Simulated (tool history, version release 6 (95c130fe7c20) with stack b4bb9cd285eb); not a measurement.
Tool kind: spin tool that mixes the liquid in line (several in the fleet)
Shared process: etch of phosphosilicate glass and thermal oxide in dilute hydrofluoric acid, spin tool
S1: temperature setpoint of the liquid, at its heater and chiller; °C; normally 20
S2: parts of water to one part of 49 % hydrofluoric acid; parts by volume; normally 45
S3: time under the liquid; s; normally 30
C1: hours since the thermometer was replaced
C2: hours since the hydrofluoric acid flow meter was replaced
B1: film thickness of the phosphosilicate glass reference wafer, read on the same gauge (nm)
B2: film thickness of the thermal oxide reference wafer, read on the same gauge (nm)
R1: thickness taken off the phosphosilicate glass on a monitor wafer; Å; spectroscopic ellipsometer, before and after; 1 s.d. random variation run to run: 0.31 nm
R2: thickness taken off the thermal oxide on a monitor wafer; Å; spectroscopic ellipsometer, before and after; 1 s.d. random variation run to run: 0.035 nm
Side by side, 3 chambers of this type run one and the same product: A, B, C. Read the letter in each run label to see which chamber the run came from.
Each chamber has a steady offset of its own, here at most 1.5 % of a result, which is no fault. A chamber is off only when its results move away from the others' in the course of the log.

run	hour	S1	S2	S3	C1	C2	B1	B2	R1	R2
1A	8	20	45	30	373.3	723.5	129.97	129.99	962.3	28.389
2C	13.6	20	45	30	71.7	487.2	130.04	130.02	961.96	28.018
3B	19.9	20	45	30	635.6	262.3	129.99	129.99	967.7	28.025
4A	26.4	20	45	30	391.7	741.9	130.03	129.99	966.42	26.967
5C	35.3	20	45	30	93.4	508.9	130	129.99	959.87	27.311
6B	44	20	45	30	659.7	286.4	130	130.01	967.38	28.109
7C	52.9	20	45	30	111	526.5	129.94	130.02	958.12	27.227
8A	59.4	20	45	30	424.7	774.9	130.03	130.04	964.34	27.757
9B	65.1	20	45	30	680.8	307.5	129.99	130.02	968.01	28.052
10B	73.6	17	45	45	689.3	316	130.03	129.96	1280.4	36.083
11A	79.3	17	45	45	444.6	794.8	130	129.99	1264.6	36.257
12C	88.9	17	45	45	147	562.5	130.01	129.99	1257.5	35.885
13A	96.2	20	55	15	461.5	811.7	130.01	129.98	388.6	11.34
14C	101.6	20	55	15	159.7	575.2	129.97	129.99	386.18	11.198
15B	108.5	20	55	15	724.2	350.9	130.07	129.97	389.35	11.482
16C	114.7	20	45	30	172.8	588.3	129.99	129.99	956.42	26.597
17A	121.3	20	45	30	486.6	836.8	130.01	129.98	962.13	27.467
18B	130.3	20	45	30	746	372.7	129.99	130	970.39	27.948
19B	139.7	20	45	30	755.4	382.1	129.99	129.99	966.65	27.764
20C	144.1	20	45	30	202.2	617.7	130.03	130	960.76	27.76
21A	150.4	20	35	15	515.7	865.9	130.03	129.99	626.78	17.931
22B	160	20	35	15	775.7	402.4	129.98	130	626.91	17.908

The same settings go to every chamber for the next run, one line per chamber below. Forecast the results for each:
23A	167.2	20	65	30					?	?
23B	167.2	20	65	30					?	?
23C	167.2	20	65	30					?	?

run	R1	R2
23A	649.71	19.032
23B	648.84	19.3
23C	652.09	18.259

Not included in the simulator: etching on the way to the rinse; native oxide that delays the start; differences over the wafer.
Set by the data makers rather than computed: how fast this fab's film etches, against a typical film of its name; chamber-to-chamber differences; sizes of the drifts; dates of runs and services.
